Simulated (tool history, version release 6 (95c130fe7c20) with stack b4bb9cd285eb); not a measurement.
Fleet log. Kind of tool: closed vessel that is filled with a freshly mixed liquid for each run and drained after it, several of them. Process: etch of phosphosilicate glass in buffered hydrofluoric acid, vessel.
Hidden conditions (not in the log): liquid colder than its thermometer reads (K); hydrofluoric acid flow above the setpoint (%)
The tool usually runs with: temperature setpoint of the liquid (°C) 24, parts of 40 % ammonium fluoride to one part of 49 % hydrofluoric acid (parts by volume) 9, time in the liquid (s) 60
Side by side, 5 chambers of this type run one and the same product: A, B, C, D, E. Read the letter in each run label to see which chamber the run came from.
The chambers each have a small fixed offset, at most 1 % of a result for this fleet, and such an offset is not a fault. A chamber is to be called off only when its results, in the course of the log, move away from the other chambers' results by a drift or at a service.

run,hour,temperature setpoint of the liquid (°C),parts of 40 % ammonium fluoride to one part of 49 % hydrofluoric acid (parts by volume),time in the liquid (s),hours since the thermometer was replaced,hours since the hydrofluoric acid flow meter was replaced,"read-back film thickness of the phosphosilicate glass reference wafer, read on the same gauge (nm)",thickness taken off the phosphosilicate glass on a monitor wafer (Å)
1B,11.7,24,9,60,532.6,62.9,39.982,1950.5
2D,21.9,24,9,60,1066,385.4,39.991,1934.8
3E,30.8,24,9,60,351.6,1954.7,39.998,1978.5
# hour 35.2: chamber A: thermometer replaced
4C,36.3,24,9,60,779.8,1382.3,40.015,1985.9
# hour 39.9: chamber E: hydrofluoric acid flow meter replaced
5A,42,24,9,60,6.9,1362.6,39.991,1927.2
6A,51.1,24,9,60,16,1371.7,40.023,1958.5
# hour 59.4: chamber C: hydrofluoric acid flow meter replaced
7D,60.1,24,9,60,1104.2,423.6,39.995,1943.6
8E,69.5,24,9,60,390.3,29.7,39.981,1925.5
9C,75.7,24,9,60,819.2,16.4,40.007,1960
# hour 76.9: chamber B: thermometer replaced
10B,80.8,24,9,60,4,132,39.984,1963
11C,87.6,24,9,60,831.1,28.3,40.018,1965.6
12B,95.2,24,9,60,18.4,146.4,39.983,1983.6
13A,102.8,24,9,60,67.7,1423.4,40.014,1975.3
14D,112.3,21,9,30,1156.4,475.8,39.979,835.6
15E,121,21,9,30,441.8,81.2,40.003,837.7
16D,129.5,21,9,30,1173.6,493,39.993,824.88
17E,135.3,21,9,30,456.1,95.5,39.975,835.29
18A,143.7,21,9,30,108.6,1464.3,40.007,823.47
19C,154.7,24,9,60,898.2,95.4,39.997,1981.4
20B,161.2,24,9,60,84.4,212.4,39.995,1947.3
21C,169.3,24,9,60,912.8,110,40.019,1966.1
22E,176.2,24,9,60,497,136.4,39.985,1913.7
23D,181.4,21,9,60,1225.5,544.9,40.006,1659
24A,187,21,9,60,151.9,1507.6,40.013,1659.2
25B,194.2,21,9,60,117.4,245.4,40.001,1650.7
26B,202.9,21,9,60,126.1,254.1,39.995,1649.3
27E,210.5,21,9,60,531.3,170.7,39.995,1663.7
28C,218.5,24,9,60,962,159.2,40.006,1958.3
29D,224.6,24,9,60,1268.7,588.1,39.996,1919
30A,234.6,24,9,60,199.5,1555.2,40.008,1960.9
31C,246.3,24,11,60,989.8,187,39.997,1679
32B,256,24,11,60,179.2,307.2,40.008,1677.1
33D,266.6,24,11,60,1310.7,630.1,40.019,1641.3
34A,272,24,11,60,236.9,1592.6,40.008,1674.4
35E,283.2,24,11,60,604,243.4,40.002,1671.4
36B,294.1,24,9,60,217.3,345.3,39.988,1934
37A,301.3,24,10.5,60,266.2,1621.9,40.002,1748.2
38E,310.7,24,10.5,60,631.5,270.9,39.999,1721.8

Next, every chamber runs the same settings. What will each give?
39A,319.2,24,9,45,,,,?
39B,319.2,24,9,45,,,,?
39C,319.2,24,9,45,,,,?
39D,319.2,24,9,45,,,,?
39E,319.2,24,9,45,,,,?

run,thickness taken off the phosphosilicate glass on a monitor wafer (Å)
39A,1491.6
39B,1475.1
39C,1489.7
39D,1456.2
39E,1453.7
